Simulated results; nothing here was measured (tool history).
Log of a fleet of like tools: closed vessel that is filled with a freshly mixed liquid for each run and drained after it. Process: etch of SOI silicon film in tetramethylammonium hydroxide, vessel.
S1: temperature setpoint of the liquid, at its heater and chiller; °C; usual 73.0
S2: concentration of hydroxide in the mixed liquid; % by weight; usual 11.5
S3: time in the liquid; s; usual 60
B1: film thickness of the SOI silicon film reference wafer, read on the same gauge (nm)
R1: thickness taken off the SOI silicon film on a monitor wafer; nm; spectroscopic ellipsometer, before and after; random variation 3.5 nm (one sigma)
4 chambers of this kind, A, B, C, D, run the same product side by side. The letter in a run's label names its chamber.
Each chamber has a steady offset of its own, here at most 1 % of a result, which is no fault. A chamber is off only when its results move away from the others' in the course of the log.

run,hour,S1,S2,S3,B1,R1
1C,5.4,73.0,11.5,60,139.97,494.50
2D,9.6,73.0,11.5,60,140.03,496.49
3B,12.1,73.0,11.5,60,140.02,490.39
4A,15.2,73.0,11.5,60,140.04,495.53
5D,19.6,73.0,11.5,60,140.01,498.49
6A,23.3,73.0,11.5,60,140.00,490.72
7B,27.0,73.0,11.5,60,140.01,494.59
8C,31.2,73.0,11.5,60,139.95,499.82
9A,35.1,73.0,11.5,60,140.00,492.31
10D,37.6,73.0,11.5,60,139.97,493.82
11B,42.4,73.0,10.5,35,140.02,295.40
12C,45.5,73.0,10.5,35,140.02,291.31
13D,48.5,73.0,10.5,35,140.00,299.21
14C,52.7,73.0,10.5,35,140.00,293.85
15A,55.2,73.0,11.5,60,140.00,501.78
16B,57.8,73.0,11.5,60,139.98,497.51
17D,61.4,73.0,11.5,60,139.98,500.09
18A,64.7,73.0,11.5,60,140.01,493.61
19C,68.3,73.0,8.5,35,140.03,312.06
20B,73.0,73.0,8.5,35,140.03,321.26
21B,77.2,73.0,8.5,35,140.00,322.48
22C,80.8,73.0,8.5,35,140.00,309.51
23A,84.8,73.0,11.5,60,139.96,498.71
24D,89.3,80.0,11.5,40,139.94,493.80
25A,91.8,80.0,11.5,40,140.01,486.55
26C,95.2,80.0,11.5,40,139.99,470.82
27D,97.7,80.0,11.5,40,139.97,494.35
28B,100.9,73.0,13.0,60,140.07,466.35
29C,105.7,73.0,13.0,60,140.00,443.60
30D,110.1,73.0,13.0,60,140.04,478.90
31B,112.5,73.0,13.0,60,140.02,473.17
32A,116.0,73.0,11.5,60,140.00,491.20

All 4 chambers run these settings next. Forecast each chamber's results:
33A,120.0,68.5,11.5,60,,?
33B,120.0,68.5,11.5,60,,?
33C,120.0,68.5,11.5,60,,?
33D,120.0,68.5,11.5,60,,?

run,R1
33A,377.57
33B,382.27
33C,349.59
33D,379.05
